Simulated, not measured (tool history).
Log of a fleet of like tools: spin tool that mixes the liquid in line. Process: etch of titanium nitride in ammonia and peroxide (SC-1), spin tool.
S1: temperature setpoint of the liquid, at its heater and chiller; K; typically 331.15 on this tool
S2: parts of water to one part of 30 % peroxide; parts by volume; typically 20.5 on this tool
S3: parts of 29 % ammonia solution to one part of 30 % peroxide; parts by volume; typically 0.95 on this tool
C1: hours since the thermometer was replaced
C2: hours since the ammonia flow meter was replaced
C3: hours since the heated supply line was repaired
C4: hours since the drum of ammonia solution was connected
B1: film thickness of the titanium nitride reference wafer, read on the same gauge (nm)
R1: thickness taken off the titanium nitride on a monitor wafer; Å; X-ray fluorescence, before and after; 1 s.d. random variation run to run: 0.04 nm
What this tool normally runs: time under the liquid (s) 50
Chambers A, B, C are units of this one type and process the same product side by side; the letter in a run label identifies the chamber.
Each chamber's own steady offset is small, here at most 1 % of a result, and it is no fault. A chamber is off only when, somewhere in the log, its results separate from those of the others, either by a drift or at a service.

run 1C day=0.158 | S1=331.15 S2=20.5 S3=0.95 time_under_the_liquid_(s)=50 | C1=208.3 C2=1747.3 C3=408.2 C4=150.5 | B1=39.984 | R1=46.746
run 2A day=0.292 | S1=331.15 S2=20.5 S3=0.95 time_under_the_liquid_(s)=50 | C1=958.9 C2=174.4 C3=2611.0 C4=474.0 | B1=40.014 | R1=47.593
run 3B day=0.438 | S1=331.15 S2=20.5 S3=0.95 time_under_the_liquid_(s)=50 | C1=1261.8 C2=1137.3 C3=1008.7 C4=269.6 | B1=40.030 | R1=46.865
run 4C day=0.583 | S1=331.15 S2=20.5 S3=0.95 time_under_the_liquid_(s)=50 | C1=218.5 C2=1757.5 C3=418.4 C4=160.7 | B1=39.997 | R1=46.833
run 5B day=0.775 | S1=331.15 S2=20.5 S3=1.20 time_under_the_liquid_(s)=30 | C1=1269.9 C2=1145.4 C3=1016.8 C4=277.7 | B1=39.997 | R1=29.426
run 6A day=0.958 | S1=331.15 S2=20.5 S3=1.20 time_under_the_liquid_(s)=30 | C1=974.9 C2=190.4 C3=2627.0 C4=490.0 | B1=39.989 | R1=29.380
run 7C day=1.054 | S1=331.15 S2=20.5 S3=1.20 time_under_the_liquid_(s)=30 | C1=229.8 C2=1768.8 C3=429.7 C4=172.0 | B1=40.001 | R1=29.501
run 8A day=1.171 | S1=331.15 S2=20.5 S3=0.95 time_under_the_liquid_(s)=50 | C1=980.0 C2=195.5 C3=2632.1 C4=495.1 | B1=40.000 | R1=46.361
run 9B day=1.346 | S1=331.15 S2=20.5 S3=0.95 time_under_the_liquid_(s)=50 | C1=1283.6 C2=1159.1 C3=1030.5 C4=291.4 | B1=40.012 | R1=47.111
run 10C day=1.467 | S1=331.15 S2=20.5 S3=0.95 time_under_the_liquid_(s)=20 | C1=239.7 C2=1778.7 C3=439.6 C4=181.9 | B1=40.023 | R1=18.739
run 11A day=1.654 | S1=331.15 S2=20.5 S3=0.95 time_under_the_liquid_(s)=20 | C1=991.6 C2=207.1 C3=2643.7 C4=506.7 | B1=39.983 | R1=18.657
run 12B day=1.783 | S1=331.15 S2=20.5 S3=0.95 time_under_the_liquid_(s)=20 | C1=1294.1 C2=1169.6 C3=1041.0 C4=301.9 | B1=40.017 | R1=18.692
run 13C day=1.950 | S1=331.15 S2=20.5 S3=0.95 time_under_the_liquid_(s)=50 | C1=251.3 C2=1790.3 C3=451.2 C4=193.5 | B1=39.981 | R1=46.744
run 14A day=2.088 | S1=331.15 S2=20.5 S3=0.95 time_under_the_liquid_(s)=50 | C1=1002.0 C2=217.5 C3=2654.1 C4=517.1 | B1=39.993 | R1=46.770
run 15B day=2.271 | S1=331.15 S2=20.5 S3=0.95 time_under_the_liquid_(s)=50 | C1=1305.8 C2=1181.3 C3=1052.7 C4=313.6 | B1=40.012 | R1=45.961
run 16A day=2.362 | S1=331.15 S2=16.0 S3=0.95 time_under_the_liquid_(s)=50 | C1=1008.6 C2=224.1 C3=2660.7 C4=523.7 | B1=40.012 | R1=53.908
run 17B day=2.488 | S1=331.15 S2=16.0 S3=0.95 time_under_the_liquid_(s)=50 | C1=1311.0 C2=1186.5 C3=1057.9 C4=318.8 | B1=40.008 | R1=51.359
run 18C day=2.671 | S1=331.15 S2=16.0 S3=0.95 time_under_the_liquid_(s)=50 | C1=268.6 C2=1807.6 C3=468.5 C4=210.8 | B1=39.988 | R1=53.261
run 19A day=2.788 | S1=331.15 S2=20.5 S3=0.95 time_under_the_liquid_(s)=50 | C1=1018.8 C2=234.3 C3=2670.9 C4=533.9 | B1=40.036 | R1=46.477
run 20B day=2.938 | S1=331.15 S2=20.5 S3=0.95 time_under_the_liquid_(s)=50 | C1=1321.8 C2=1197.3 C3=1068.7 C4=329.6 | B1=39.984 | R1=44.280
run 21C day=3.071 | S1=331.15 S2=20.5 S3=0.95 time_under_the_liquid_(s)=50 | C1=278.2 C2=1817.2 C3=478.1 C4=220.4 | B1=40.000 | R1=46.271
run 22A day=3.262 | S1=331.15 S2=20.5 S3=0.95 time_under_the_liquid_(s)=50 | C1=1030.2 C2=245.7 C3=2682.3 C4=545.3 | B1=39.968 | R1=46.796
run 23C day=3.446 | S1=331.15 S2=20.5 S3=0.95 time_under_the_liquid_(s)=50 | C1=287.2 C2=1826.2 C3=487.1 C4=229.4 | B1=39.980 | R1=46.679
run 24B day=3.554 | S1=327.65 S2=20.5 S3=0.95 time_under_the_liquid_(s)=75 | C1=1336.6 C2=1212.1 C3=1083.5 C4=344.4 | B1=39.986 | R1=51.561

For the next run the whole fleet of 3 chambers uses the same settings. Give each chamber's results:
run 25A day=3.700 | S1=331.15 S2=20.5 S3=0.95 time_under_the_liquid_(s)=50 | R1=?
run 25B day=3.700 | S1=331.15 S2=20.5 S3=0.95 time_under_the_liquid_(s)=50 | R1=?
run 25C day=3.700 | S1=331.15 S2=20.5 S3=0.95 time_under_the_liquid_(s)=50 | R1=?

run=25A R1=46.646
run=25B R1=43.127
run=25C R1=47.055
